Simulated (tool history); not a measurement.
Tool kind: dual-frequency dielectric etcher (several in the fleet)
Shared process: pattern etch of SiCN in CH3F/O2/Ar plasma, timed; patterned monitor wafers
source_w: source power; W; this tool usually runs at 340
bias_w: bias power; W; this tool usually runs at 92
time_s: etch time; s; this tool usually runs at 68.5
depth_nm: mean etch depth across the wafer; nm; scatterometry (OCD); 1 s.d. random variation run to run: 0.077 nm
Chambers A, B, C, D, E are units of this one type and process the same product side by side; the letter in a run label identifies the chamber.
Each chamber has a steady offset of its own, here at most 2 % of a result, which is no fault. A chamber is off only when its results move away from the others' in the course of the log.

run,hour,source_w,bias_w,time_s,"read-back reference wafer on the same gauge, depth_nm",depth_nm
1A,10.8,340,92,68.5,29.804,26.405
2D,19.3,340,92,68.5,29.786,26.446
3E,26.3,340,92,68.5,29.792,27.068
4B,31.7,340,92,68.5,29.801,26.444
5C,38.7,340,92,68.5,29.804,26.309
6A,45.9,340,92,68.5,29.799,26.377
# hour 52.4: chamber B: wet clean of the chamber
7B,53.0,340,92,68.5,29.797,26.309
8C,60.2,340,92,68.5,29.806,26.314
9E,70.9,340,92,68.5,29.801,26.959
10D,77.0,340,92,68.5,29.794,26.477
11D,86.8,340,92,68.5,29.807,26.299
12A,92.8,340,92,68.5,29.812,26.308
13C,98.2,340,113,68.5,29.818,28.554
# hour 98.9: chamber A: wet clean of the chamber
14E,105.3,340,113,68.5,29.808,29.272
15B,111.4,340,113,68.5,29.820,28.490
# hour 114.8: chamber E: wet clean of the chamber
16E,118.7,340,113,68.5,29.805,30.268
17A,125.9,340,113,68.5,29.821,28.597
18D,131.2,340,92,68.5,29.794,26.450
19B,140.2,340,92,68.5,29.787,26.474
20C,145.4,340,92,68.5,29.801,26.252
21B,153.8,340,92,68.5,29.786,26.371
22E,162.8,340,92,68.5,29.799,28.061
23D,169.5,340,92,68.5,29.811,26.491
24A,179.4,340,92,68.5,29.809,26.257
25C,187.6,340,92,68.5,29.789,26.271
26C,196.6,340,92,68.5,29.802,26.386
27E,202.6,310,92,56.5,29.815,22.432
28B,210.1,310,92,56.5,29.784,21.129
29D,217.2,310,92,56.5,29.803,21.202
30A,225.4,310,92,56.5,29.808,21.019
# hour 227.0: chamber C: wet clean of the chamber
31D,231.4,310,92,56.5,29.822,21.113
32A,241.0,340,92,68.5,29.788,26.500
33B,248.8,340,92,68.5,29.809,26.268
34C,259.1,340,92,68.5,29.799,26.348
35E,268.0,340,103,60.0,29.807,25.696
36A,276.3,340,103,60.0,29.790,24.101
37D,284.8,340,103,60.0,29.816,24.242
38C,293.7,340,103,60.0,29.793,24.022
39E,302.4,340,103,60.0,29.806,25.625
40B,308.0,340,92,68.5,29.793,26.514
41A,317.4,340,92,68.5,29.798,26.341
42B,327.0,340,92,68.5,29.780,26.495

Has any chamber moved away from the others, gradually or after a service, or does the common gauge drift, or do the chambers differ only by their own small steady offsets? State the chamber and the most likely cause if one applies.

A service on chamber E put it out of line with the rest.
Most likely cause: etch rate over this chamber's usual, % = 4.06.

Chamber E could run next with any of the 4 candidate recipes listed below; each alters the usual settings, and their results appear as question marks. Which one brings its results back in line with what the other chambers deliver on the usual settings?
Counts as in line when no further than this from what the other chambers average on the usual settings: depth_nm 0.270 nm
43E-1,334.8,330,90,62.5,,?
43E-2,334.8,400,92,68.5,,?
43E-3,334.8,350,92,76.0,,?
43E-4,334.8,340,91,64.5,,?

On the usual settings, the other chambers give on average: depth_nm 26.394 nm
run,depth_nm
43E-1,25.087
43E-2,29.781
43E-3,31.436
43E-4,26.287
43E-4 puts the chamber back in line with the other chambers.
